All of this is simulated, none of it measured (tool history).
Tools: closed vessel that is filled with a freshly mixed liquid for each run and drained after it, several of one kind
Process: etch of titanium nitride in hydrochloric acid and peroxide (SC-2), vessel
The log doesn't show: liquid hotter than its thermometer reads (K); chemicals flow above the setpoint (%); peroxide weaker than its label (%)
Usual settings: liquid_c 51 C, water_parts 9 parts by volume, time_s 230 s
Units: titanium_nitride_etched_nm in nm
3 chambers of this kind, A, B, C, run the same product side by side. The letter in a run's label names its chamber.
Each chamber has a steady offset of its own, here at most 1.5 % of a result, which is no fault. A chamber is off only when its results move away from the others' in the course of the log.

| run | day | liquid_c | water_parts | time_s | hours since the thermometer was replaced | hours since the chemicals flow meter was replaced | hours since the drum of peroxide was connected | read-back film thickness of the titanium nitride reference wafer, read on the same gauge (nm) | titanium_nitride_etched_nm |
|---|---|---|---|---|---|---|---|---|---|
| 1C | 0.604 | 51 | 9 | 230 | 208.5 | 649.3 | 1004.5 | 119.97 | 10.0200 |
| 2A | 1.071 | 51 | 9 | 230 | 321.7 | 1409.9 | 27.7 | 120.00 | 10.3440 |
| 3B | 1.588 | 51 | 9 | 230 | 564.3 | 803.3 | 727.2 | 120.03 | 10.1020 |
| 4C | 2.088 | 51 | 9 | 230 | 244.1 | 684.9 | 1040.1 | 119.97 | 9.9898 |
| 5B | 2.479 | 51 | 9 | 360 | 585.7 | 824.7 | 748.6 | 120.00 | 15.5360 |
| 6A | 2.983 | 51 | 9 | 360 | 367.6 | 1455.8 | 73.6 | 120.01 | 16.2350 |
|  | 3.279 | chamber C: new drum of peroxide connected |
| 7B | 3.433 | 51 | 9 | 360 | 608.6 | 847.6 | 771.5 | 120.02 | 15.6020 |
| 8A | 3.900 | 51 | 9 | 230 | 389.6 | 1477.8 | 95.6 | 120.05 | 10.1910 |
| 9C | 4.267 | 51 | 9 | 230 | 296.4 | 737.2 | 23.7 | 119.97 | 10.1650 |
|  | 4.562 | chamber C: chemicals flow meter replaced |
| 10B | 4.783 | 51 | 9 | 230 | 641.0 | 880.0 | 803.9 | 120.02 | 10.1490 |
| 11A | 5.338 | 51 | 9 | 230 | 424.1 | 1512.3 | 130.1 | 120.05 | 10.2720 |
| 12C | 5.717 | 51 | 9 | 230 | 331.2 | 27.8 | 58.5 | 119.99 | 9.9835 |
|  | 5.808 | chamber B: new drum of peroxide connected |
| 13A | 6.233 | 47 | 9 | 365 | 445.6 | 1533.8 | 151.6 | 120.01 | 12.4740 |
| 14C | 6.762 | 47 | 9 | 365 | 356.3 | 52.9 | 83.6 | 119.99 | 12.0130 |
| 15B | 7.388 | 47 | 9 | 365 | 703.5 | 942.5 | 37.9 | 120.04 | 13.0870 |
| 16B | 7.717 | 51 | 6 | 130 | 711.4 | 950.4 | 45.8 | 120.00 | 8.1713 |
| 17A | 8.317 | 51 | 6 | 130 | 495.6 | 1583.8 | 201.6 | 120.02 | 7.9384 |
| 18C | 8.821 | 51 | 6 | 130 | 405.7 | 102.3 | 133.0 | 120.02 | 7.8715 |
| 19C | 9.225 | 51 | 9 | 230 | 415.4 | 112.0 | 142.7 | 119.97 | 10.0560 |
| 20B | 9.712 | 51 | 9 | 290 | 759.3 | 998.3 | 93.7 | 120.00 | 14.0000 |
| 21A | 10.012 | 51 | 9 | 290 | 536.3 | 1624.5 | 242.3 | 120.02 | 13.1590 |
| 22B | 10.571 | 51 | 9 | 290 | 779.9 | 1018.9 | 114.3 | 119.98 | 14.0060 |
| 23A | 11.208 | 51 | 9 | 230 | 565.0 | 1653.2 | 271.0 | 120.03 | 10.2350 |

Is one chamber off against the others, does the gauge drift, or is nothing wrong? If a chamber is off, say which, and what the likeliest cause is.

Chamber B drifts away from the others.
Cause: liquid hotter than its thermometer reads (K) = 1.93.

Here are 4 candidates for chamber B's next run, each the usual settings with a change, their results left as question marks. Which one brings its results back in line with what the others give on the usual settings?
In line means no further than this from the other chambers' mean on the usual settings: titanium_nitride_etched_nm 0.3400 nm
| 24B-1 | 11.692 | 50.5 | 9.0 | 225 |  |  |  |  | ? |
| 24B-2 | 11.692 | 52.0 | 9.0 | 230 |  |  |  |  | ? |
| 24B-3 | 11.692 | 51.0 | 10.5 | 230 |  |  |  |  | ? |
| 24B-4 | 11.692 | 51.0 | 9.0 | 260 |  |  |  |  | ? |

The other chambers' mean on the usual settings: titanium_nitride_etched_nm 10.1530 nm
| run | titanium_nitride_etched_nm |
|---|---|
| 24B-1 | 10.7330 |
| 24B-2 | 12.0940 |
| 24B-3 | 9.9740 |
| 24B-4 | 12.8070 |
24B-3 brings the chamber back in line.
